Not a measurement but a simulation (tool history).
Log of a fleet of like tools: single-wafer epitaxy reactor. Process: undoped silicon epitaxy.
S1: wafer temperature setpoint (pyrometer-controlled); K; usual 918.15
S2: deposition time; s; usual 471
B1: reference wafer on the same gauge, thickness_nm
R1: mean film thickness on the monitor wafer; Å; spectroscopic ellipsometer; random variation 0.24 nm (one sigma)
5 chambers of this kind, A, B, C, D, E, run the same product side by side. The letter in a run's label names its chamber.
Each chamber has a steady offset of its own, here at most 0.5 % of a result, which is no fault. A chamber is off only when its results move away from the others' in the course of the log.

run   hour      S1   S2      B1      R1
 1B   10.8  918.15  471  67.597  710.79
 2C   17.7  918.15  471  67.581  712.89
 3A   24.5  918.15  471  67.575  712.49
 4E   34.9  918.15  471  67.594  708.66
 5D   44.3  918.15  471  67.614  717.03
 6A   56.5  918.15  541  67.624  820.39
 7C   66.9  918.15  541  67.640  815.39
 8E   75.9  918.15  541  67.552  818.39
 9B   85.1  918.15  541  67.619  817.27
10D   97.2  918.15  541  67.635  818.40
11A  104.2  918.15  471  67.578  712.77
12B  114.6  918.15  471  67.594  708.53
13D  121.9  918.15  471  67.647  712.12
14E  132.8  918.15  471  67.628  708.50
15C  139.3  918.15  471  67.558  709.89
16C  149.9  918.15  471  67.558  716.15
17E  159.6  918.15  471  67.605  711.66
18A  167.0  918.15  471  67.598  714.83
19B  177.5  918.15  471  67.643  704.88
20D  185.0  918.15  471  67.653  715.19
21A  196.8  918.15  471  67.586  711.72
22B  205.6  918.15  471  67.590  711.08
23E  213.5  918.15  471  67.570  708.55
24D  223.4  918.15  471  67.618  717.04
25C  230.8  918.15  471  67.637  712.21
     233.8  -- chamber B: pyrometer calibrated
26A  242.3  918.15  471  67.579  714.02
27E  253.2  918.15  471  67.598  709.44
28B  263.9  918.15  471  67.555  711.40
29C  276.4  918.15  471  67.634  713.11
30D  286.5  918.15  471  67.586  722.23
31C  297.2  918.15  422  67.582  639.52
32B  304.1  918.15  422  67.551  634.83

What goes on in this fleet: one chamber off, a drifting gauge, or nothing beyond the chambers' own small offsets? Name the chamber and the cause, if any.

Chamber D drifts away from the others.
Cause: wafer temperature above the value expected at the setpoint (K) = 0.888.

Here are 4 candidates for chamber D's next run, each the usual settings with a change, their results left as question marks. Which one brings its results back in line with what the others give on the usual settings?
In line means no further than this from the other chambers' mean on the usual settings: R1 8.40 Å
33D-1  313.1  920.15  471       ?
33D-2  313.1  918.15  451       ?
33D-3  313.1  917.15  471       ?
33D-4  313.1  918.15  481       ?

The other chambers' mean on the usual settings: R1 711.22 Å
  run      R1
33D-1  758.97
33D-2  695.10
33D-3  709.88
33D-4  741.33
33D-3 brings the chamber back in line.
